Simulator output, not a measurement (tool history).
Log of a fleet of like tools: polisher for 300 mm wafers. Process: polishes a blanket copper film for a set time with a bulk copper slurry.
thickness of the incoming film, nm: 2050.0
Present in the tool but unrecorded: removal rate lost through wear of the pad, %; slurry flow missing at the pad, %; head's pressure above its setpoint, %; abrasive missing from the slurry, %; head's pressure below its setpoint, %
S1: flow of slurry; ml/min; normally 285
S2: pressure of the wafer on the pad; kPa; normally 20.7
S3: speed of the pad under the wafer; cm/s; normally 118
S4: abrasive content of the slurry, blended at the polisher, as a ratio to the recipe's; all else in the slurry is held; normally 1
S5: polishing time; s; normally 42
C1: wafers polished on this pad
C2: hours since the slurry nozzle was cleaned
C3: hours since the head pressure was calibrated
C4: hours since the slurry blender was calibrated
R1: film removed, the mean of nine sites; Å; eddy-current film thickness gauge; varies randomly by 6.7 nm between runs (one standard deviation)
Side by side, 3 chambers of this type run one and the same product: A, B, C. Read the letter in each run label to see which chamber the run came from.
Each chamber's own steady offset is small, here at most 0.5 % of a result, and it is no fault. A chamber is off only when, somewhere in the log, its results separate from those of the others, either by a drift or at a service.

| run | hour | S1 | S2 | S3 | S4 | S5 | C1 | C2 | C3 | C4 | R1 |
|---|---|---|---|---|---|---|---|---|---|---|---|
| 1B | 7.3 | 285 | 20.7 | 118 | 1 | 42 | 877 | 338.5 | 200.6 | 44.2 | 5525.2 |
| 2C | 13.3 | 285 | 20.7 | 118 | 1 | 42 | 307 | 158.3 | 310.1 | 143.3 | 5385.3 |
| 3A | 22.3 | 285 | 20.7 | 118 | 1 | 42 | 684 | 60.8 | 130.3 | 127.9 | 5470.7 |
|  | 29.7 | chamber B: worn pad replaced by a new one |
| 4A | 30.1 | 285 | 20.7 | 118 | 1 | 42 | 788 | 68.6 | 138.1 | 135.7 | 5486.2 |
|  | 35.1 | chamber C: worn pad replaced by a new one |
| 5B | 37.9 | 285 | 20.7 | 118 | 1 | 42 | 111 | 369.1 | 231.2 | 74.8 | 5234.1 |
|  | 41.8 | chamber A: worn pad replaced by a new one |
| 6C | 44.8 | 285 | 20.7 | 118 | 1 | 42 | 130 | 189.8 | 341.6 | 174.8 | 5354 |
| 7B | 51 | 285 | 20.7 | 118 | 1 | 42 | 286 | 382.2 | 244.3 | 87.9 | 5385.8 |
| 8C | 56.6 | 285 | 26.9 | 118 | 0.9 | 42 | 288 | 201.6 | 353.4 | 186.6 | 6862 |
| 9A | 61 | 285 | 26.9 | 118 | 0.9 | 42 | 257 | 99.5 | 169 | 166.6 | 6955.3 |
| 10A | 67.3 | 285 | 26.9 | 118 | 0.9 | 42 | 342 | 105.8 | 175.3 | 172.9 | 6983.3 |
|  | 70.9 | chamber B: slurry nozzle cleaned |
| 11B | 76.4 | 285 | 20.7 | 118 | 1 | 42 | 626 | 5.5 | 269.7 | 113.3 | 5387 |
|  | 79.4 | chamber B: slurry blender recalibrated |
| 12C | 81.8 | 285 | 20.7 | 118 | 1 | 42 | 626 | 226.8 | 378.6 | 211.8 | 5380.8 |
|  | 84.2 | chamber C: worn pad replaced by a new one |
| 13A | 90 | 285 | 20.7 | 118 | 1 | 42 | 646 | 128.5 | 198 | 195.6 | 5536.1 |
|  | 95.2 | chamber C: slurry nozzle cleaned |
|  | 95.6 | chamber A: worn pad replaced by a new one |
| 14C | 95.8 | 285 | 20.7 | 118 | 1 | 42 | 155 | 0.6 | 392.6 | 225.8 | 5338 |
| 15B | 100.9 | 285 | 20.7 | 118 | 1 | 42 | 954 | 30 | 294.2 | 21.5 | 5401.6 |
|  | 102.8 | chamber B: worn pad replaced by a new one |
| 16A | 107.9 | 285 | 20.7 | 118 | 1 | 42 | 165 | 146.4 | 215.9 | 213.5 | 5571.7 |
| 17C | 113.8 | 285 | 20.7 | 118 | 1 | 42 | 396 | 18.6 | 410.6 | 243.8 | 5484.7 |
| 18B | 121.2 | 285 | 20.7 | 118 | 1.2 | 42 | 247 | 50.3 | 314.5 | 41.8 | 5581 |
|  | 126.4 | chamber C: worn pad replaced by a new one |
| 19C | 127.1 | 285 | 20.7 | 118 | 1.2 | 42 | 10 | 31.9 | 423.9 | 257.1 | 5541 |
| 20A | 131.5 | 285 | 20.7 | 118 | 1.2 | 42 | 481 | 170 | 239.5 | 237.1 | 5885.6 |
| 21B | 137.1 | 285 | 20.7 | 118 | 1 | 42 | 460 | 66.2 | 330.4 | 57.7 | 5447.3 |
| 22C | 142.7 | 285 | 20.7 | 88 | 1 | 42 | 219 | 47.5 | 439.5 | 272.7 | 4089.4 |
|  | 149.5 | chamber A: worn pad replaced by a new one |
| 23A | 152.1 | 285 | 20.7 | 88 | 1 | 42 | 35 | 190.6 | 260.1 | 257.7 | 4271.4 |
|  | 153.6 | chamber B: head pressure recalibrated |
| 24B | 159.4 | 285 | 20.7 | 88 | 1 | 42 | 759 | 88.5 | 5.8 | 80 | 4036.4 |
| 25A | 165.9 | 285 | 20.7 | 118 | 1 | 48 | 220 | 204.4 | 273.9 | 271.5 | 6501.8 |
|  | 166.9 | chamber C: worn pad replaced by a new one |
| 26C | 171.2 | 285 | 20.7 | 118 | 1 | 48 | 58 | 76 | 468 | 301.2 | 6115.3 |
|  | 173.5 | chamber B: worn pad replaced by a new one |
| 27B | 175.8 | 285 | 20.7 | 118 | 1 | 48 | 31 | 104.9 | 22.2 | 96.4 | 6179.6 |
| 28C | 182.6 | 285 | 20.7 | 118 | 1 | 42 | 211 | 87.4 | 479.4 | 312.6 | 5330.4 |
| 29A | 190.4 | 285 | 20.7 | 118 | 1 | 42 | 548 | 228.9 | 298.4 | 296 | 5721.4 |
|  | 192.2 | chamber B: slurry blender recalibrated |
| 30B | 199.4 | 285 | 20.7 | 118 | 1 | 42 | 347 | 128.5 | 45.8 | 7.3 | 5301.6 |
| 31C | 208.7 | 285 | 20.7 | 118 | 1 | 42 | 561 | 113.5 | 505.5 | 338.7 | 5209 |
|  | 211.2 | chamber A: worn pad replaced by a new one |
| 32B | 214.8 | 285 | 20.7 | 118 | 1 | 42 | 554 | 143.9 | 61.2 | 22.7 | 5388.8 |
| 33A | 219.6 | 285 | 20.7 | 118 | 1 | 42 | 112 | 258.1 | 327.6 | 325.2 | 5798.1 |

Which is it: a chamber that has drifted or been left off by a service, a gauge drift common to all chambers, or only each chamber's usual small offset? If a chamber is off, name it and its likeliest cause.

Chamber A drifts away from the others.
Cause: head's pressure above its setpoint, % = 6.99.

Which of the 4 candidates below, each the usual settings with something changed and its results left as question marks, puts chamber A back in line with what the other chambers give on the usual settings?
In line here means within this much of the mean the other chambers give on the usual settings: R1 230 Å
| 34A-1 | 226.4 | 285 | 20.7 | 126 | 1 | 45 |  |  |  |  | ? |
| 34A-2 | 226.4 | 285 | 20 | 112 | 1 | 40 |  |  |  |  | ? |
| 34A-3 | 226.4 | 285 | 20.7 | 122 | 1 | 43 |  |  |  |  | ? |
| 34A-4 | 226.4 | 285 | 20.7 | 114 | 1 | 41 |  |  |  |  | ? |

The other chambers' mean on the usual settings: R1 5397.3 Å
| run | R1 |
|---|---|
| 34A-1 | 6604.5 |
| 34A-2 | 5049.5 |
| 34A-3 | 6112.4 |
| 34A-4 | 5449.6 |
The answer is 34A-4, which returns the chamber to within the allowed miss of the others.
